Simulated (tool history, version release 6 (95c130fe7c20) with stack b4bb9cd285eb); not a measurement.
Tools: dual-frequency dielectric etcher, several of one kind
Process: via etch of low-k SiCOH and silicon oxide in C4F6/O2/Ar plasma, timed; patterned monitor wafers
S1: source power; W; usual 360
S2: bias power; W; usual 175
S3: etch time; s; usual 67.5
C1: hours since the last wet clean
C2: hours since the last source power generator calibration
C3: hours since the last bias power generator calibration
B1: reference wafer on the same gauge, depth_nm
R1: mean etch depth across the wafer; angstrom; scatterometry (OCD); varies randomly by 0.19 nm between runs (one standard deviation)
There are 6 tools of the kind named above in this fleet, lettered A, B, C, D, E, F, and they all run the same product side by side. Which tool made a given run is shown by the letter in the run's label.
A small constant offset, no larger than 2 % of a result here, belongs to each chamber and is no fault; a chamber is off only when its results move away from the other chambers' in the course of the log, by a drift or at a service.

Run 1E, hour 12.3: usual settings; C1 526.6; C2 2664.1; C3 120.2; B1 137.98. Result: R1 1672.7 angstrom.
Run 2A, hour 18.7: usual settings; C1 447.5; C2 2827; C3 3355.2; B1 137.99. Result: R1 1661 angstrom.
At hour 32.1: chamber A: wet clean of the chamber.
Run 3D, hour 33.2: usual settings; C1 276.1; C2 3552.1; C3 1484.4; B1 137.89. Result: R1 1664.5 angstrom.
Run 4F, hour 39.7: usual settings; C1 298.2; C2 1501.1; C3 807.3; B1 137.94. Result: R1 1660.4 angstrom.
Run 5B, hour 47.3: usual settings; C1 112.4; C2 1347.7; C3 723.7; B1 137.89. Result: R1 1646.6 angstrom.
Run 6C, hour 53.9: usual settings; C1 57.7; C2 1264.1; C3 785.3; B1 137.9. Result: R1 1668.1 angstrom.
Run 7B, hour 61.1: usual settings; C1 126.2; C2 1361.5; C3 737.5; B1 137.94. Result: R1 1643.5 angstrom.
Run 8D, hour 72.9: usual settings; C1 315.8; C2 3591.8; C3 1524.1; B1 137.91. Result: R1 1662.3 angstrom.
Run 9E, hour 85: usual settings; C1 599.3; C2 2736.8; C3 192.9; B1 137.87. Result: R1 1671.9 angstrom.
At hour 86.4: chamber D: source power generator calibrated.
Run 10F, hour 96.5: usual settings; C1 355; C2 1557.9; C3 864.1; B1 137.86. Result: R1 1662.2 angstrom.
Run 11C, hour 107: usual settings; C1 110.8; C2 1317.2; C3 838.4; B1 137.84. Result: R1 1664.6 angstrom.
Run 12A, hour 113.6: usual settings; C1 81.6; C2 2921.9; C3 3450.1; B1 137.82. Result: R1 1660 angstrom.
Run 13A, hour 124.5: usual settings; C1 92.5; C2 2932.8; C3 3461; B1 137.81. Result: R1 1658.2 angstrom.
Run 14D, hour 135.6: usual settings; C1 378.5; C2 49.3; C3 1586.8; B1 137.78. Result: R1 1660.6 angstrom.
Run 15E, hour 143.3: usual settings; C1 657.6; C2 2795.1; C3 251.2; B1 137.79. Result: R1 1671.8 angstrom.
At hour 150.6: chamber E: wet clean of the chamber.
Run 16C, hour 156.4: usual settings; C1 160.2; C2 1366.6; C3 887.8; B1 137.72. Result: R1 1663.8 angstrom.
Run 17B, hour 164: usual settings; C1 229.1; C2 1464.4; C3 840.4; B1 137.75. Result: R1 1640.7 angstrom.
Run 18F, hour 173.6: usual settings; C1 432.1; C2 1635; C3 941.2; B1 137.72. Result: R1 1656.8 angstrom.
Run 19C, hour 182.6: usual settings; C1 186.4; C2 1392.8; C3 914; B1 137.7. Result: R1 1667.8 angstrom.
Run 20A, hour 190.4: usual settings but S2 216 W, S3 73.5 s; C1 158.4; C2 2998.7; C3 3526.9; B1 137.69. Result: R1 1929.8 angstrom.
Run 21B, hour 200.6: usual settings but S2 216 W, S3 73.5 s; C1 265.7; C2 1501; C3 877; B1 137.66. Result: R1 1909 angstrom.
Run 22E, hour 207.6: usual settings but S2 216 W, S3 73.5 s; C1 57; C2 2859.4; C3 315.5; B1 137.66. Result: R1 1946.8 angstrom.
Run 23F, hour 215.8: usual settings but S2 216 W, S3 73.5 s; C1 474.3; C2 1677.2; C3 983.4; B1 137.7. Result: R1 1930.4 angstrom.
Run 24D, hour 226.4: usual settings but S2 216 W, S3 73.5 s; C1 469.3; C2 140.1; C3 1677.6; B1 137.67. Result: R1 1935.4 angstrom.
At hour 238.9: chamber F: wet clean of the chamber.
Run 25C, hour 240.8: usual settings but S2 216 W, S3 73.5 s; C1 244.6; C2 1451; C3 972.2; B1 137.59. Result: R1 1939.8 angstrom.
Run 26B, hour 250.5: usual settings; C1 315.6; C2 1550.9; C3 926.9; B1 137.64. Result: R1 1638.9 angstrom.
Run 27F, hour 259.8: usual settings; C1 20.9; C2 1721.2; C3 1027.4; B1 137.54. Result: R1 1657.1 angstrom.
Run 28E, hour 270: usual settings; C1 119.4; C2 2921.8; C3 377.9; B1 137.53. Result: R1 1669.6 angstrom.
Run 29D, hour 281.7: usual settings; C1 524.6; C2 195.4; C3 1732.9; B1 137.53. Result: R1 1658.1 angstrom.
Run 30A, hour 292.8: usual settings; C1 260.8; C2 3101.1; C3 3629.3; B1 137.48. Result: R1 1654.4 angstrom.
Run 31D, hour 299.5: usual settings; C1 542.4; C2 213.2; C3 1750.7; B1 137.48. Result: R1 1658.9 angstrom.
Run 32A, hour 313.8: usual settings; C1 281.8; C2 3122.1; C3 3650.3; B1 137.42. Result: R1 1654.2 angstrom.
Run 33B, hour 322.3: usual settings; C1 387.4; C2 1622.7; C3 998.7; B1 137.48. Result: R1 1635.8 angstrom.
Run 34E, hour 333.8: usual settings; C1 183.2; C2 2985.6; C3 441.7; B1 137.47. Result: R1 1672.3 angstrom.
Run 35C, hour 340.5: usual settings; C1 344.3; C2 1550.7; C3 1071.9; B1 137.46. Result: R1 1660.9 angstrom.
Run 36F, hour 349.9: usual settings; C1 111; C2 1811.3; C3 1117.5; B1 137.43. Result: R1 1653.5 angstrom.
Run 37F, hour 364.1: usual settings; C1 125.2; C2 1825.5; C3 1131.7; B1 137.37. Result: R1 1654.2 angstrom.
Run 38A, hour 376: usual settings; C1 344; C2 3184.3; C3 3712.5; B1 137.38. Result: R1 1651.9 angstrom.
Run 39E, hour 384.7: usual settings; C1 234.1; C2 3036.5; C3 492.6; B1 137.33. Result: R1 1668 angstrom.

Is one chamber off against the others, does the gauge drift, or is nothing wrong? If a chamber is off, say which, and what the likeliest cause is.

None of the chambers is off. What moves is the gauge, dragging all their readings along together.
Most likely cause: gauge reads low (%) = 0.472.
